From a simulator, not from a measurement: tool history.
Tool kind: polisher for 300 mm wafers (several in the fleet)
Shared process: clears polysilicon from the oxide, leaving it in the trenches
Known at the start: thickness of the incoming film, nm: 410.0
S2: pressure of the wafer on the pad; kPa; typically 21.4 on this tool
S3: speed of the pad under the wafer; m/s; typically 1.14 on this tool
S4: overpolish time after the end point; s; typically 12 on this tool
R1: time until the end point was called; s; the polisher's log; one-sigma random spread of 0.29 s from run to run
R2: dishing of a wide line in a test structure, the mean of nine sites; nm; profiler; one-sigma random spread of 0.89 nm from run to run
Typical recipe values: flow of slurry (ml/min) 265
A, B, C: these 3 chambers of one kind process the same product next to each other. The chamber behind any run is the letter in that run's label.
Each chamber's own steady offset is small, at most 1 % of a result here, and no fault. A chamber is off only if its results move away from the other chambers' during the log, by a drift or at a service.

-- day=0.129 chamber C: worn pad replaced by a new one
run 1A day=0.242 | flow_of_slurry_(ml/min)=265 S2=21.4 S3=1.14 S4=12 | R1=22.925 R2=64.551
run 2B day=0.617 | flow_of_slurry_(ml/min)=265 S2=21.4 S3=1.14 S4=12 | R1=23.250 R2=63.554
run 3C day=0.971 | flow_of_slurry_(ml/min)=265 S2=21.4 S3=1.14 S4=12 | R1=23.015 R2=63.839
run 4A day=1.238 | flow_of_slurry_(ml/min)=265 S2=21.4 S3=1.14 S4=12 | R1=23.535 R2=62.941
run 5C day=1.571 | flow_of_slurry_(ml/min)=265 S2=21.4 S3=1.14 S4=12 | R1=23.061 R2=63.666
-- day=1.650 chamber B: worn pad replaced by a new one
run 6B day=1.954 | flow_of_slurry_(ml/min)=205 S2=13.8 S3=1.14 S4=12 | R1=36.302 R2=57.345
run 7A day=2.158 | flow_of_slurry_(ml/min)=205 S2=13.8 S3=1.14 S4=12 | R1=36.811 R2=58.224
-- day=2.283 chamber C: worn pad replaced by a new one
-- day=2.321 chamber C: head pressure recalibrated
run 8C day=2.533 | flow_of_slurry_(ml/min)=205 S2=13.8 S3=1.14 S4=12 | R1=36.745 R2=57.709
run 9B day=2.779 | flow_of_slurry_(ml/min)=265 S2=21.4 S3=1.14 S4=12 | R1=22.767 R2=64.914
run 10C day=3.138 | flow_of_slurry_(ml/min)=265 S2=21.4 S3=1.14 S4=12 | R1=23.766 R2=64.243
run 11B day=3.388 | flow_of_slurry_(ml/min)=265 S2=21.4 S3=1.14 S4=12 | R1=23.513 R2=63.487
-- day=3.412 chamber B: worn pad replaced by a new one
run 12A day=3.575 | flow_of_slurry_(ml/min)=265 S2=21.4 S3=1.14 S4=12 | R1=24.123 R2=64.618
-- day=3.729 chamber B: head pressure recalibrated
run 13A day=3.862 | flow_of_slurry_(ml/min)=265 S2=21.4 S3=1.14 S4=12 | R1=23.972 R2=64.107
run 14C day=4.096 | flow_of_slurry_(ml/min)=265 S2=21.4 S3=1.14 S4=12 | R1=22.871 R2=63.681
-- day=4.258 chamber C: worn pad replaced by a new one
run 15B day=4.317 | flow_of_slurry_(ml/min)=265 S2=21.4 S3=1.14 S4=12 | R1=22.438 R2=64.200
run 16A day=4.529 | flow_of_slurry_(ml/min)=265 S2=21.4 S3=1.14 S4=12 | R1=24.518 R2=63.469
run 17C day=4.771 | flow_of_slurry_(ml/min)=265 S2=21.4 S3=1.14 S4=12 | R1=23.031 R2=64.608
run 18B day=5.025 | flow_of_slurry_(ml/min)=265 S2=21.4 S3=1.14 S4=12 | R1=22.799 R2=64.370
run 19B day=5.329 | flow_of_slurry_(ml/min)=265 S2=21.4 S3=1.14 S4=12 | R1=23.066 R2=63.925
run 20C day=5.529 | flow_of_slurry_(ml/min)=265 S2=21.4 S3=1.14 S4=12 | R1=23.445 R2=63.177
-- day=5.704 chamber B: worn pad replaced by a new one
run 21A day=5.729 | flow_of_slurry_(ml/min)=265 S2=21.4 S3=1.14 S4=12 | R1=24.540 R2=63.639
run 22B day=6.054 | flow_of_slurry_(ml/min)=265 S2=21.4 S3=1.14 S4=12 | R1=23.308 R2=64.248
run 23A day=6.367 | flow_of_slurry_(ml/min)=265 S2=21.4 S3=1.14 S4=12 | R1=25.042 R2=63.807
-- day=6.433 chamber C: worn pad replaced by a new one
run 24C day=6.546 | flow_of_slurry_(ml/min)=265 S2=21.4 S3=1.14 S4=12 | R1=22.710 R2=62.704
run 25C day=6.875 | flow_of_slurry_(ml/min)=265 S2=21.4 S3=1.14 S4=12 | R1=23.230 R2=63.671
run 26B day=7.083 | flow_of_slurry_(ml/min)=265 S2=21.4 S3=1.14 S4=12 | R1=23.434 R2=64.820
-- day=7.108 chamber C: slurry nozzle cleaned
run 27A day=7.312 | flow_of_slurry_(ml/min)=265 S2=21.4 S3=1.14 S4=12 | R1=25.252 R2=62.108
run 28B day=7.567 | flow_of_slurry_(ml/min)=265 S2=21.4 S3=1.14 S4=12 | R1=23.015 R2=62.110
-- day=7.642 chamber B: worn pad replaced by a new one
run 29C day=7.888 | flow_of_slurry_(ml/min)=265 S2=21.4 S3=1.14 S4=12 | R1=22.796 R2=63.903
run 30A day=8.258 | flow_of_slurry_(ml/min)=265 S2=21.4 S3=1.14 S4=12 | R1=24.809 R2=62.297
-- day=8.471 chamber C: worn pad replaced by a new one
run 31C day=8.508 | flow_of_slurry_(ml/min)=265 S2=21.4 S3=1.14 S4=12 | R1=23.202 R2=64.559
run 32B day=8.767 | flow_of_slurry_(ml/min)=265 S2=21.4 S3=1.14 S4=12 | R1=23.111 R2=63.401
run 33A day=9.129 | flow_of_slurry_(ml/min)=265 S2=21.4 S3=1.14 S4=12 | R1=25.782 R2=62.856
-- day=9.408 chamber B: worn pad replaced by a new one
run 34C day=9.412 | flow_of_slurry_(ml/min)=265 S2=21.4 S3=1.14 S4=12 | R1=22.627 R2=63.876
run 35A day=9.738 | flow_of_slurry_(ml/min)=325 S2=21.4 S3=1.32 S4=12 | R1=21.470 R2=65.738
run 36B day=9.975 | flow_of_slurry_(ml/min)=325 S2=21.4 S3=1.32 S4=12 | R1=19.343 R2=64.574
run 37C day=10.167 | flow_of_slurry_(ml/min)=325 S2=21.4 S3=1.32 S4=12 | R1=19.275 R2=64.869

For the next run the whole fleet of 3 chambers uses the same settings. Give each chamber's results:
run 38A day=10.442 | flow_of_slurry_(ml/min)=265 S2=21.4 S3=1.14 S4=12 | R1=? R2=?
run 38B day=10.442 | flow_of_slurry_(ml/min)=265 S2=21.4 S3=1.14 S4=12 | R1=? R2=?
run 38C day=10.442 | flow_of_slurry_(ml/min)=265 S2=21.4 S3=1.14 S4=12 | R1=? R2=?

run=38A R1=26.255 R2=62.553
run=38B R1=22.581 R2=65.125
run=38C R1=23.409 R2=65.092

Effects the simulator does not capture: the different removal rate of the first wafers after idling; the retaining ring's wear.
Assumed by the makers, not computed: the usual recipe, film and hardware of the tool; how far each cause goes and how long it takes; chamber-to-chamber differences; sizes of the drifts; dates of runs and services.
